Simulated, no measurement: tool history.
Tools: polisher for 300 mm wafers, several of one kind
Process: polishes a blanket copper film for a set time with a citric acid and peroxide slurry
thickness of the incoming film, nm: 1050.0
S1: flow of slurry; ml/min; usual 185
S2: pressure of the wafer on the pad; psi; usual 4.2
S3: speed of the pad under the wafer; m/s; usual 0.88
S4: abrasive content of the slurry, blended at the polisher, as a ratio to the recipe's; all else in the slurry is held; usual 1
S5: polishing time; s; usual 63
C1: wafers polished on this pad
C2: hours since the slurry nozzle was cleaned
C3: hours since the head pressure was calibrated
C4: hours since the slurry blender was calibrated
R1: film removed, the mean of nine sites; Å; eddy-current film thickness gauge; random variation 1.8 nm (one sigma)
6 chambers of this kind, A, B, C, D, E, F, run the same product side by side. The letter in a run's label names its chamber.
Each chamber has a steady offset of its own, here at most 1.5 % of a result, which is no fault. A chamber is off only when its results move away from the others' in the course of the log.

| run | day | S1 | S2 | S3 | S4 | S5 | C1 | C2 | C3 | C4 | R1 |
|---|---|---|---|---|---|---|---|---|---|---|---|
|  | 0.133 | chamber C: slurry blender recalibrated |
| 1D | 0.317 | 185 | 4.2 | 0.88 | 1 | 63 | 378 | 288.3 | 150.0 | 142.9 | 1926.0 |
|  | 0.462 | chamber A: slurry nozzle cleaned |
|  | 0.500 | chamber A: slurry blender recalibrated |
| 2B | 0.571 | 185 | 4.2 | 0.88 | 1 | 63 | 776 | 467.4 | 695.4 | 247.7 | 1909.3 |
|  | 0.700 | chamber C: worn pad replaced by a new one |
|  | 0.729 | chamber D: worn pad replaced by a new one |
| 3A | 0.767 | 185 | 4.2 | 0.88 | 1 | 63 | 556 | 7.4 | 138.2 | 6.4 | 1924.3 |
|  | 0.858 | chamber E: slurry blender recalibrated |
| 4F | 1.000 | 185 | 4.2 | 0.88 | 1 | 63 | 832 | 544.7 | 392.5 | 219.0 | 1911.5 |
|  | 1.221 | chamber E: worn pad replaced by a new one |
| 5E | 1.367 | 185 | 4.2 | 0.88 | 1 | 63 | 34 | 257.9 | 641.0 | 12.2 | 1906.2 |
| 6C | 1.583 | 185 | 4.2 | 0.88 | 1 | 63 | 205 | 516.8 | 697.5 | 34.9 | 1910.4 |
|  | 1.592 | chamber A: worn pad replaced by a new one |
|  | 1.838 | chamber B: head pressure recalibrated |
|  | 1.967 | chamber F: worn pad replaced by a new one |
| 7D | 1.971 | 185 | 3.5 | 0.88 | 1 | 63 | 288 | 328.0 | 189.7 | 182.6 | 1611.6 |
| 8C | 2.175 | 185 | 3.5 | 0.88 | 1 | 63 | 342 | 531.0 | 711.7 | 49.1 | 1610.5 |
|  | 2.396 | chamber E: slurry nozzle cleaned |
| 9F | 2.508 | 185 | 3.5 | 0.88 | 1 | 63 | 125 | 580.9 | 428.7 | 255.2 | 1593.1 |
|  | 2.742 | chamber D: worn pad replaced by a new one |
| 10B | 2.850 | 185 | 3.5 | 0.88 | 1 | 63 | 1305 | 522.1 | 24.3 | 302.4 | 1591.0 |
|  | 3.071 | chamber F: head pressure recalibrated |
|  | 3.129 | chamber F: slurry blender recalibrated |
| 11E | 3.204 | 185 | 3.5 | 0.88 | 1 | 63 | 460 | 19.4 | 685.1 | 56.3 | 1581.4 |
| 12A | 3.492 | 185 | 3.5 | 0.88 | 1 | 63 | 440 | 72.8 | 203.6 | 71.8 | 1627.9 |
| 13D | 3.662 | 185 | 4.2 | 0.88 | 1 | 63 | 214 | 368.6 | 230.3 | 223.2 | 1911.5 |
|  | 3.921 | chamber C: worn pad replaced by a new one |
| 14C | 3.992 | 185 | 4.2 | 0.88 | 1 | 63 | 17 | 574.6 | 755.3 | 92.7 | 1899.8 |
| 15F | 4.279 | 185 | 4.2 | 0.88 | 1 | 63 | 536 | 623.4 | 29.0 | 27.7 | 1917.1 |
|  | 4.483 | chamber A: worn pad replaced by a new one |
| 16A | 4.583 | 185 | 4.2 | 0.88 | 1 | 63 | 23 | 99.0 | 229.8 | 98.0 | 1935.5 |
|  | 4.642 | chamber C: head pressure recalibrated |
| 17B | 4.804 | 185 | 4.2 | 0.88 | 1 | 63 | 1758 | 569.0 | 71.2 | 349.3 | 1891.5 |
|  | 4.858 | chamber C: slurry nozzle cleaned |
|  | 4.938 | chamber D: worn pad replaced by a new one |
| 18E | 5.046 | 185 | 4.2 | 0.88 | 1 | 63 | 888 | 63.6 | 729.3 | 100.5 | 1945.7 |
|  | 5.317 | chamber E: head pressure recalibrated |
| 19D | 5.321 | 185 | 4.8 | 0.88 | 1 | 53 | 89 | 408.4 | 270.1 | 263.0 | 1858.3 |
| 20B | 5.604 | 185 | 4.8 | 0.88 | 1 | 53 | 1943 | 588.2 | 90.4 | 368.5 | 1793.6 |
| 21E | 5.842 | 185 | 4.8 | 0.88 | 1 | 53 | 1072 | 82.7 | 12.7 | 119.6 | 1803.9 |
| 22A | 6.083 | 185 | 4.8 | 0.88 | 1 | 53 | 371 | 135.0 | 265.8 | 134.0 | 1827.9 |
|  | 6.358 | chamber E: worn pad replaced by a new one |
| 23F | 6.371 | 185 | 4.8 | 0.88 | 1 | 53 | 1021 | 673.6 | 79.2 | 77.9 | 1797.8 |
|  | 6.562 | chamber C: worn pad replaced by a new one |
| 24C | 6.667 | 185 | 4.8 | 0.88 | 1 | 53 | 24 | 43.5 | 48.7 | 156.9 | 1848.0 |
|  | 6.708 | chamber F: worn pad replaced by a new one |
|  | 6.729 | chamber A: slurry blender recalibrated |
|  | 6.996 | chamber D: worn pad replaced by a new one |
| 25F | 7.058 | 185 | 4.2 | 0.88 | 1 | 63 | 81 | 690.1 | 95.7 | 94.4 | 1913.6 |
|  | 7.296 | chamber D: slurry nozzle cleaned |
| 26E | 7.300 | 185 | 4.2 | 0.88 | 1 | 63 | 219 | 117.7 | 47.7 | 154.6 | 1889.5 |
|  | 7.388 | chamber A: worn pad replaced by a new one |
|  | 7.596 | chamber B: slurry blender recalibrated |
|  | 7.617 | chamber D: slurry blender recalibrated |
| 27B | 7.679 | 185 | 4.2 | 0.88 | 1 | 63 | 2425 | 638.0 | 140.2 | 2.1 | 1842.8 |
| 28D | 7.888 | 185 | 4.2 | 0.88 | 1 | 63 | 206 | 14.3 | 331.7 | 6.6 | 1926.2 |
| 29C | 8.200 | 185 | 4.2 | 0.88 | 1 | 63 | 380 | 80.3 | 85.5 | 193.7 | 1906.6 |
| 30A | 8.479 | 185 | 4.2 | 0.78 | 1 | 63 | 253 | 192.5 | 323.3 | 42.0 | 1720.6 |
| 31E | 8.821 | 185 | 4.2 | 0.78 | 1 | 63 | 571 | 154.2 | 84.2 | 191.1 | 1717.2 |
| 32C | 9.029 | 185 | 4.2 | 0.78 | 1 | 63 | 572 | 100.2 | 105.4 | 213.6 | 1709.2 |
| 33F | 9.229 | 185 | 4.2 | 0.78 | 1 | 63 | 584 | 742.2 | 147.8 | 146.5 | 1728.4 |
|  | 9.333 | chamber D: worn pad replaced by a new one |
| 34B | 9.446 | 185 | 4.2 | 0.78 | 1 | 63 | 2834 | 680.4 | 182.6 | 44.5 | 1591.7 |
| 35D | 9.700 | 185 | 4.2 | 0.78 | 1 | 63 | 85 | 57.8 | 375.2 | 50.1 | 1676.0 |
|  | 9.862 | chamber F: slurry nozzle cleaned |
| 36A | 9.950 | 185 | 4.2 | 0.88 | 1 | 63 | 594 | 227.8 | 358.6 | 77.3 | 1920.5 |
| 37A | 10.204 | 185 | 4.2 | 0.88 | 1 | 63 | 653 | 233.9 | 364.7 | 83.4 | 1951.6 |
| 38F | 10.471 | 185 | 4.2 | 0.88 | 1 | 63 | 872 | 14.7 | 177.6 | 176.3 | 1890.4 |

Next, every chamber runs the same settings. What will each give?
| 39A | 10.754 | 185 | 4.2 | 0.88 | 1 | 63 |  |  |  |  | ? |
| 39B | 10.754 | 185 | 4.2 | 0.88 | 1 | 63 |  |  |  |  | ? |
| 39C | 10.754 | 185 | 4.2 | 0.88 | 1 | 63 |  |  |  |  | ? |
| 39D | 10.754 | 185 | 4.2 | 0.88 | 1 | 63 |  |  |  |  | ? |
| 39E | 10.754 | 185 | 4.2 | 0.88 | 1 | 63 |  |  |  |  | ? |
| 39F | 10.754 | 185 | 4.2 | 0.88 | 1 | 63 |  |  |  |  | ? |

| run | R1 |
|---|---|
| 39A | 1929.1 |
| 39B | 1789.0 |
| 39C | 1888.7 |
| 39D | 1935.1 |
| 39E | 1908.3 |
| 39F | 1897.8 |
